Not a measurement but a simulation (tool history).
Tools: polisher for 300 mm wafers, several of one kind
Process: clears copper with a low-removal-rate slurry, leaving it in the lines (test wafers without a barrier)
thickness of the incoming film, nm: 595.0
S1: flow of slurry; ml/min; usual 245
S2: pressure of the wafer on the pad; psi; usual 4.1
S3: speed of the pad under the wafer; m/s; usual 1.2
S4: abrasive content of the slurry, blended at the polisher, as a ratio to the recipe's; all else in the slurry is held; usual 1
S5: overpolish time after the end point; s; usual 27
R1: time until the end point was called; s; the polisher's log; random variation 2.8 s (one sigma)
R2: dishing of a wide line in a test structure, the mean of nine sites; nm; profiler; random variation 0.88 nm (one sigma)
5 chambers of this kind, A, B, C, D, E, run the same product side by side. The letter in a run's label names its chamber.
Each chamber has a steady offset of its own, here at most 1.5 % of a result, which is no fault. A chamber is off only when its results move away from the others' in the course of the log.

run	hour	S1	S2	S3	S4	S5	R1	R2
1D	8.6	245	4.1	1.2	1	27	150.76	65.416
# hour 10.6: chamber B: worn pad replaced by a new one
# hour 14.9: chamber D: slurry blender recalibrated
# hour 16: chamber E: worn pad replaced by a new one
# hour 17: chamber E: slurry blender recalibrated
2C	17	245	4.1	1.2	1	27	147.39	63.701
3E	29.1	245	4.1	1.2	1	27	148.53	63.311
# hour 36.9: chamber C: slurry nozzle cleaned
4A	44.5	245	4.1	1.2	1	27	154.8	63.314
5B	57.2	245	4.1	1.2	1	27	145.17	63.836
6C	64.2	245	4.1	1.2	1	27	144.27	61.864
7E	75.4	245	4.1	1.2	1	27	147.74	63.627
# hour 83.9: chamber D: worn pad replaced by a new one
8D	85.7	245	4.1	1.2	1	27	149.23	64.39
# hour 89.9: chamber A: worn pad replaced by a new one
9A	101.1	245	4.1	1.2	0.8	27	159.21	61.916
10B	111.5	245	4.1	1.2	0.8	27	155.49	59.282
# hour 113.3: chamber B: worn pad replaced by a new one
11B	124.9	245	4.1	1.2	0.8	27	151.25	60.579
# hour 130.5: chamber E: slurry nozzle cleaned
12E	136.8	245	4.1	1.2	0.8	27	152.54	60.072
13A	146.5	245	4.1	1.2	0.8	27	157.09	62.529
# hour 148.3: chamber E: worn pad replaced by a new one
14D	155.3	245	4.1	1.2	1	27	147.52	64.473
# hour 157.5: chamber C: worn pad replaced by a new one
# hour 167.8: chamber D: slurry blender recalibrated
15C	169.4	205	4.1	1.2	0.9	27	154.24	60.342
# hour 170.7: chamber A: slurry blender recalibrated
16B	182	205	4.1	1.2	0.9	27	153.9	61.597
17E	190.6	205	4.1	1.2	0.9	27	154.64	62.007
# hour 196.4: chamber B: slurry blender recalibrated
# hour 200.1: chamber A: worn pad replaced by a new one
18A	203.9	205	4.1	1.2	0.9	27	156.29	61.481
# hour 211.9: chamber B: worn pad replaced by a new one
19D	216.7	205	4.1	1.2	0.9	27	152.97	62.686
20C	226.7	245	4.1	1.2	1	27	149.2	61.931
21B	240	245	4.1	1.2	1	27	145.72	63.863
22E	255.8	245	4.1	1.2	1	27	145.64	64.486
23C	263.8	245	4.1	1.2	1	27	147.8	62.961
24D	278.3	245	4.1	1.2	1	27	149.56	63.984
25A	291.5	245	4.1	1.2	1	27	147.54	63.329
# hour 295.8: chamber C: slurry blender recalibrated
# hour 298.9: chamber D: worn pad replaced by a new one
26D	300.4	245	4.1	1.2	1	27	141.72	63.567
# hour 302: chamber B: worn pad replaced by a new one
# hour 306.3: chamber E: worn pad replaced by a new one
# hour 311.1: chamber C: slurry nozzle cleaned
27B	313.3	245	4.1	1.2	1	27	152.47	62.387
# hour 316.6: chamber A: worn pad replaced by a new one
# hour 316.6: chamber E: slurry blender recalibrated
# hour 317.7: chamber A: slurry nozzle cleaned
28C	326.5	285	4.1	1.42	1	27	120.8	70.629
# hour 338: chamber C: worn pad replaced by a new one
29A	341.3	285	4.1	1.42	1	27	120.58	70.987
30E	348.7	285	4.1	1.42	1	27	122.11	71.946
# hour 356.5: chamber D: slurry blender recalibrated
31C	363.7	285	4.1	1.42	1	27	123.25	71.292
32D	378.4	285	4.1	1.42	1	27	125.55	73.245
33A	387.6	245	4.1	1.2	1	27	151.15	62.908
# hour 398.1: chamber B: worn pad replaced by a new one
34E	402.4	245	4.1	1.2	1	27	150.37	61.714
35B	411.7	245	4.1	1.2	1	27	150.32	63.147
# hour 416.6: chamber D: head pressure recalibrated
# hour 423.8: chamber B: slurry blender recalibrated
36E	425.9	245	4.1	1.2	1	27	144.99	62.086
# hour 426.6: chamber A: worn pad replaced by a new one
37A	441.6	245	4.1	1.2	1	27	145.4	63.3
38D	453.3	245	4.1	1.2	1	27	148.72	63.114
39B	468.6	245	4.1	1.2	1	27	148.17	64.413
40C	479.4	245	4.1	1.2	1	27	145.39	62.735
41C	491.4	245	4.1	1.2	1	27	144.6	62.528
42A	507.2	245	4.1	1.2	0.75	27	161.64	59.169

What goes on in this fleet: one chamber off, a drifting gauge, or nothing beyond the chambers' own small offsets? Name the chamber and the cause, if any.

No chamber stands off beyond its own small offset, and the gauge holds steady.

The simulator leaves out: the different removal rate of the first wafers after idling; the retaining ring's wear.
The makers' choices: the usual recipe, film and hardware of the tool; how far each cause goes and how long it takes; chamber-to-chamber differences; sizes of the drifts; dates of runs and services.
